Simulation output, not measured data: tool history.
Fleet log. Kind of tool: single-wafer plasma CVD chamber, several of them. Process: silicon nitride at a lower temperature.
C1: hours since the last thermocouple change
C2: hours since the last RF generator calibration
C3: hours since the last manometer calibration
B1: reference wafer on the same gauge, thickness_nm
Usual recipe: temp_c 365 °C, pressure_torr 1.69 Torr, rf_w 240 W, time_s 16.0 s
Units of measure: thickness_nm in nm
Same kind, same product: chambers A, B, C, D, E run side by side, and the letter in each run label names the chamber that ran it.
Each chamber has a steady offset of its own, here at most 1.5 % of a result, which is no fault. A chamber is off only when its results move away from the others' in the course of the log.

Run 1C, day 0.417: usual settings; C1 1147.4; C2 421.6; C3 937.9; B1 18.402. Result: thickness_nm 16.305 nm.
Run 2B, day 0.900: usual settings; C1 1288.9; C2 80.3; C3 119.0; B1 18.410. Result: thickness_nm 16.538 nm.
Run 3A, day 1.221: usual settings; C1 190.5; C2 671.5; C3 1552.2; B1 18.405. Result: thickness_nm 16.316 nm.
Run 4E, day 1.479: usual settings; C1 1412.2; C2 683.0; C3 1900.6; B1 18.411. Result: thickness_nm 16.204 nm.
Run 5D, day 1.862: usual settings; C1 1049.6; C2 129.0; C3 1254.3; B1 18.415. Result: thickness_nm 16.214 nm.
Run 6C, day 2.104: usual settings; C1 1187.9; C2 462.1; C3 978.4; B1 18.410. Result: thickness_nm 16.282 nm.
Run 7E, day 2.571: usual settings; C1 1438.4; C2 709.2; C3 1926.8; B1 18.411. Result: thickness_nm 16.209 nm.
Run 8D, day 2.979: usual settings but pressure_torr 1.45 Torr; C1 1076.4; C2 155.8; C3 1281.1; B1 18.416. Result: thickness_nm 15.536 nm.
Run 9A, day 3.354: usual settings but pressure_torr 1.45 Torr; C1 241.7; C2 722.7; C3 1603.4; B1 18.419. Result: thickness_nm 15.649 nm.
Run 10B, day 3.646: usual settings but pressure_torr 1.45 Torr; C1 1354.8; C2 146.2; C3 184.9; B1 18.418. Result: thickness_nm 15.823 nm.
Run 11E, day 4.129: usual settings but pressure_torr 1.45 Torr; C1 1475.8; C2 746.6; C3 1964.2; B1 18.426. Result: thickness_nm 15.535 nm.
Run 12C, day 4.438: usual settings but pressure_torr 1.45 Torr; C1 1243.9; C2 518.1; C3 1034.4; B1 18.422. Result: thickness_nm 15.595 nm.
Run 13A, day 4.729: usual settings but temp_c 357 °C, time_s 14.2 s; C1 274.7; C2 755.7; C3 1636.4; B1 18.425. Result: thickness_nm 14.526 nm.
At day 4.817: chamber E: capacitance manometer re-zeroed and calibrated.
Run 14D, day 5.142: usual settings but temp_c 357 °C, time_s 14.2 s; C1 1128.3; C2 207.7; C3 1333.0; B1 18.427. Result: thickness_nm 14.444 nm.
Run 15B, day 5.529: usual settings but temp_c 357 °C, time_s 14.2 s; C1 1400.0; C2 191.4; C3 230.1; B1 18.427. Result: thickness_nm 14.732 nm.
Run 16E, day 5.958: usual settings but temp_c 357 °C, time_s 14.2 s; C1 1519.7; C2 790.5; C3 27.4; B1 18.427. Result: thickness_nm 14.398 nm.
Run 17C, day 6.262: usual settings but temp_c 357 °C, time_s 14.2 s; C1 1287.7; C2 561.9; C3 1078.2; B1 18.434. Result: thickness_nm 14.524 nm.
At day 6.483: chamber B: thermocouple changed; heater temperature recalibrated.
Run 18A, day 6.729: usual settings; C1 322.7; C2 803.7; C3 1684.4; B1 18.432. Result: thickness_nm 16.326 nm.
Run 19D, day 7.067: usual settings but time_s 13.0 s; C1 1174.5; C2 253.9; C3 1379.2; B1 18.440. Result: thickness_nm 13.189 nm.
Run 20B, day 7.488: usual settings but time_s 13.0 s; C1 24.1; C2 238.4; C3 277.1; B1 18.442. Result: thickness_nm 13.453 nm.
Run 21A, day 7.946: usual settings but time_s 13.0 s; C1 351.9; C2 832.9; C3 1713.6; B1 18.439. Result: thickness_nm 13.276 nm.
Run 22C, day 8.304: usual settings but time_s 13.0 s; C1 1336.7; C2 610.9; C3 1127.2; B1 18.444. Result: thickness_nm 13.267 nm.
Run 23B, day 8.662: usual settings but time_s 13.0 s; C1 52.3; C2 266.6; C3 305.3; B1 18.447. Result: thickness_nm 13.444 nm.
Run 24D, day 8.983: usual settings; C1 1220.5; C2 299.9; C3 1425.2; B1 18.446. Result: thickness_nm 16.199 nm.
Run 25E, day 9.217: usual settings; C1 1597.9; C2 868.7; C3 105.6; B1 18.447. Result: thickness_nm 16.220 nm.
Run 26B, day 9.567: usual settings; C1 74.0; C2 288.3; C3 327.0; B1 18.459. Result: thickness_nm 16.594 nm.
Run 27E, day 9.783: usual settings; C1 1611.5; C2 882.3; C3 119.2; B1 18.450. Result: thickness_nm 16.227 nm.
Run 28A, day 10.246: usual settings but pressure_torr 2.03 Torr; C1 407.1; C2 888.1; C3 1768.8; B1 18.457. Result: thickness_nm 17.146 nm.
Run 29C, day 10.462: usual settings but pressure_torr 2.03 Torr; C1 1388.5; C2 662.7; C3 1179.0; B1 18.454. Result: thickness_nm 17.187 nm.
Run 30D, day 10.800: usual settings but pressure_torr 2.03 Torr; C1 1264.1; C2 343.5; C3 1468.8; B1 18.464. Result: thickness_nm 17.069 nm.
Run 31B, day 11.079: usual settings but pressure_torr 2.03 Torr; C1 110.3; C2 324.6; C3 363.3; B1 18.462. Result: thickness_nm 17.450 nm.
Run 32C, day 11.525: usual settings but pressure_torr 2.03 Torr; C1 1414.0; C2 688.2; C3 1204.5; B1 18.460. Result: thickness_nm 17.168 nm.
Run 33D, day 11.846: usual settings; C1 1289.2; C2 368.6; C3 1493.9; B1 18.462. Result: thickness_nm 16.289 nm.
Run 34E, day 12.308: usual settings but pressure_torr 1.40 Torr, rf_w 210 W; C1 1672.1; C2 942.9; C3 179.8; B1 18.466. Result: thickness_nm 14.039 nm.
Run 35A, day 12.729: usual settings but pressure_torr 1.40 Torr, rf_w 210 W; C1 466.7; C2 947.7; C3 1828.4; B1 18.473. Result: thickness_nm 14.059 nm.
Run 36D, day 12.967: usual settings but pressure_torr 1.40 Torr, rf_w 210 W; C1 1316.1; C2 395.5; C3 1520.8; B1 18.466. Result: thickness_nm 13.980 nm.
Run 37B, day 13.329: usual settings but pressure_torr 1.40 Torr, rf_w 210 W; C1 164.3; C2 378.6; C3 417.3; B1 18.478. Result: thickness_nm 14.248 nm.
Run 38C, day 13.592: usual settings but pressure_torr 1.40 Torr, rf_w 210 W; C1 1463.6; C2 737.8; C3 1254.1; B1 18.467. Result: thickness_nm 14.116 nm.
Run 39E, day 13.896: usual settings; C1 1710.2; C2 981.0; C3 217.9; B1 18.473. Result: thickness_nm 16.259 nm.
Run 40A, day 14.258: usual settings but pressure_torr 1.50 Torr, rf_w 285 W; C1 503.4; C2 984.4; C3 1865.1; B1 18.482. Result: thickness_nm 17.901 nm.
Run 41C, day 14.742: usual settings but pressure_torr 1.50 Torr, rf_w 285 W; C1 1491.2; C2 765.4; C3 1281.7; B1 18.476. Result: thickness_nm 17.789 nm.

Decide between three cases: one chamber stands off from its peers, the gauge reading all wafers drifts, or nothing is wrong past each chamber's small offset. Where a chamber is off, say which and what most likely put it there.

It is the gauge, not a chamber: its drift shows up in every chamber's results at once, and no chamber is off.
Cause: gauge reads high (%) = 0.446.
